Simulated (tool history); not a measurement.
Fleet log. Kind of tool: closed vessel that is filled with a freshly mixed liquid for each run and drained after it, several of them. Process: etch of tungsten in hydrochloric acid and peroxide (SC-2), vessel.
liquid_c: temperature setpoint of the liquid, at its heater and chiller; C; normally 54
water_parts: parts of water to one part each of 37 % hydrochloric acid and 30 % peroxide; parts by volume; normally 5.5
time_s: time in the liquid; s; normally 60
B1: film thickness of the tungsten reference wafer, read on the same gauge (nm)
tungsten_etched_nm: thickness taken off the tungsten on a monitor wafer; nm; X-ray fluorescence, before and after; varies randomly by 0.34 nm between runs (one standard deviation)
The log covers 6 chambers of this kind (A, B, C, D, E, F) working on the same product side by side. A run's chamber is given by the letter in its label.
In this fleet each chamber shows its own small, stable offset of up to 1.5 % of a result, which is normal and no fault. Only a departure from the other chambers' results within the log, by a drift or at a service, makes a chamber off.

{"run": "1D", "hour": 3.6, "liquid_c": 54, "water_parts": 5.5, "time_s": 60, "B1": 150.01, "tungsten_etched_nm": 46.516}
{"run": "2E", "hour": 7.5, "liquid_c": 54, "water_parts": 5.5, "time_s": 60, "B1": 149.99, "tungsten_etched_nm": 46.642}
{"run": "3A", "hour": 11.5, "liquid_c": 54, "water_parts": 5.5, "time_s": 60, "B1": 149.99, "tungsten_etched_nm": 47.591}
{"run": "4B", "hour": 14.2, "liquid_c": 54, "water_parts": 5.5, "time_s": 60, "B1": 150, "tungsten_etched_nm": 47.085}
{"run": "5C", "hour": 16.2, "liquid_c": 54, "water_parts": 5.5, "time_s": 60, "B1": 149.99, "tungsten_etched_nm": 46.903}
{"run": "6F", "hour": 20.0, "liquid_c": 54, "water_parts": 5.5, "time_s": 60, "B1": 150, "tungsten_etched_nm": 46.564}
{"run": "7F", "hour": 22.8, "liquid_c": 54, "water_parts": 5.5, "time_s": 60, "B1": 150, "tungsten_etched_nm": 46.381}
{"run": "8A", "hour": 26.0, "liquid_c": 61, "water_parts": 7, "time_s": 60, "B1": 149.99, "tungsten_etched_nm": 61.798}
{"hour": 27.9, "done": "chamber A: new drum of peroxide connected"}
{"run": "9B", "hour": 28.8, "liquid_c": 61, "water_parts": 7, "time_s": 60, "B1": 150.02, "tungsten_etched_nm": 60.879}
{"run": "10C", "hour": 31.6, "liquid_c": 61, "water_parts": 7, "time_s": 60, "B1": 150.02, "tungsten_etched_nm": 61.616}
{"run": "11D", "hour": 33.8, "liquid_c": 61, "water_parts": 7, "time_s": 60, "B1": 150.01, "tungsten_etched_nm": 61.427}
{"run": "12E", "hour": 37.5, "liquid_c": 61, "water_parts": 7, "time_s": 60, "B1": 149.99, "tungsten_etched_nm": 60.326}
{"run": "13F", "hour": 41.1, "liquid_c": 61, "water_parts": 7, "time_s": 60, "B1": 150.01, "tungsten_etched_nm": 60.984}
{"run": "14D", "hour": 43.3, "liquid_c": 54, "water_parts": 5.5, "time_s": 60, "B1": 150.01, "tungsten_etched_nm": 46.971}
{"run": "15A", "hour": 46.8, "liquid_c": 54, "water_parts": 5.5, "time_s": 60, "B1": 149.99, "tungsten_etched_nm": 47.099}
{"hour": 47.4, "done": "chamber C: thermometer replaced"}
{"run": "16C", "hour": 48.8, "liquid_c": 54, "water_parts": 5.5, "time_s": 60, "B1": 149.98, "tungsten_etched_nm": 47.005}
{"run": "17E", "hour": 52.1, "liquid_c": 54, "water_parts": 5.5, "time_s": 60, "B1": 149.98, "tungsten_etched_nm": 46.089}
{"hour": 54.9, "done": "chamber B: new drum of peroxide connected"}
{"run": "18B", "hour": 55.6, "liquid_c": 54, "water_parts": 5.5, "time_s": 60, "B1": 150, "tungsten_etched_nm": 46.675}
{"run": "19B", "hour": 58.1, "liquid_c": 54, "water_parts": 5.5, "time_s": 60, "B1": 150.02, "tungsten_etched_nm": 47.083}
{"run": "20F", "hour": 61.8, "liquid_c": 54, "water_parts": 5.5, "time_s": 60, "B1": 149.99, "tungsten_etched_nm": 46.426}
{"run": "21D", "hour": 64.3, "liquid_c": 54, "water_parts": 5.5, "time_s": 60, "B1": 150.01, "tungsten_etched_nm": 46.522}
{"run": "22A", "hour": 68.1, "liquid_c": 54, "water_parts": 5.5, "time_s": 60, "B1": 149.99, "tungsten_etched_nm": 47.281}
{"run": "23C", "hour": 71.4, "liquid_c": 54, "water_parts": 5.5, "time_s": 60, "B1": 149.99, "tungsten_etched_nm": 47.835}
{"run": "24E", "hour": 75.5, "liquid_c": 54, "water_parts": 5.5, "time_s": 60, "B1": 150.02, "tungsten_etched_nm": 46.447}
{"run": "25D", "hour": 79.2, "liquid_c": 54, "water_parts": 5.5, "time_s": 60, "B1": 150, "tungsten_etched_nm": 46.615}
{"run": "26C", "hour": 81.8, "liquid_c": 54, "water_parts": 5.5, "time_s": 60, "B1": 150, "tungsten_etched_nm": 46.955}
{"run": "27E", "hour": 84.0, "liquid_c": 54, "water_parts": 5.5, "time_s": 60, "B1": 150.01, "tungsten_etched_nm": 46.507}
{"run": "28F", "hour": 87.9, "liquid_c": 54, "water_parts": 5.5, "time_s": 60, "B1": 150.01, "tungsten_etched_nm": 47.185}
{"hour": 89.4, "done": "chamber A: thermometer replaced"}
{"run": "29A", "hour": 91.8, "liquid_c": 54, "water_parts": 5.5, "time_s": 60, "B1": 150.02, "tungsten_etched_nm": 46.943}
{"run": "30B", "hour": 94.9, "liquid_c": 54, "water_parts": 5.5, "time_s": 60, "B1": 150.01, "tungsten_etched_nm": 46.509}
{"run": "31A", "hour": 97.0, "liquid_c": 54, "water_parts": 5.5, "time_s": 60, "B1": 150.01, "tungsten_etched_nm": 47.502}
{"run": "32E", "hour": 100.0, "liquid_c": 54, "water_parts": 5.5, "time_s": 60, "B1": 149.99, "tungsten_etched_nm": 46.15}
{"run": "33F", "hour": 103.1, "liquid_c": 54, "water_parts": 5.5, "time_s": 60, "B1": 150, "tungsten_etched_nm": 46.196}
{"run": "34D", "hour": 105.7, "liquid_c": 54, "water_parts": 5.5, "time_s": 60, "B1": 150, "tungsten_etched_nm": 46.665}
{"run": "35B", "hour": 108.9, "liquid_c": 54, "water_parts": 5.5, "time_s": 60, "B1": 150, "tungsten_etched_nm": 47.663}
{"run": "36C", "hour": 113.1, "liquid_c": 54, "water_parts": 5.5, "time_s": 60, "B1": 150.01, "tungsten_etched_nm": 47.189}
{"run": "37A", "hour": 116.1, "liquid_c": 54, "water_parts": 4, "time_s": 75, "B1": 149.99, "tungsten_etched_nm": 73.34}
{"run": "38C", "hour": 119.2, "liquid_c": 54, "water_parts": 4, "time_s": 75, "B1": 150, "tungsten_etched_nm": 73.126}
{"run": "39D", "hour": 122.1, "liquid_c": 54, "water_parts": 4, "time_s": 75, "B1": 149.99, "tungsten_etched_nm": 72.288}

All chambers now run identical settings, listed one chamber a line with results as question marks. What results will each chamber show?
{"run": "40A", "hour": 125.2, "liquid_c": 54, "water_parts": 4, "time_s": 60, "tungsten_etched_nm": "?"}
{"run": "40B", "hour": 125.2, "liquid_c": 54, "water_parts": 4, "time_s": 60, "tungsten_etched_nm": "?"}
{"run": "40C", "hour": 125.2, "liquid_c": 54, "water_parts": 4, "time_s": 60, "tungsten_etched_nm": "?"}
{"run": "40D", "hour": 125.2, "liquid_c": 54, "water_parts": 4, "time_s": 60, "tungsten_etched_nm": "?"}
{"run": "40E", "hour": 125.2, "liquid_c": 54, "water_parts": 4, "time_s": 60, "tungsten_etched_nm": "?"}
{"run": "40F", "hour": 125.2, "liquid_c": 54, "water_parts": 4, "time_s": 60, "tungsten_etched_nm": "?"}

run=40A tungsten_etched_nm=58.624
run=40B tungsten_etched_nm=58.661
run=40C tungsten_etched_nm=58.574
run=40D tungsten_etched_nm=58.073
run=40E tungsten_etched_nm=57.7
run=40F tungsten_etched_nm=57.806
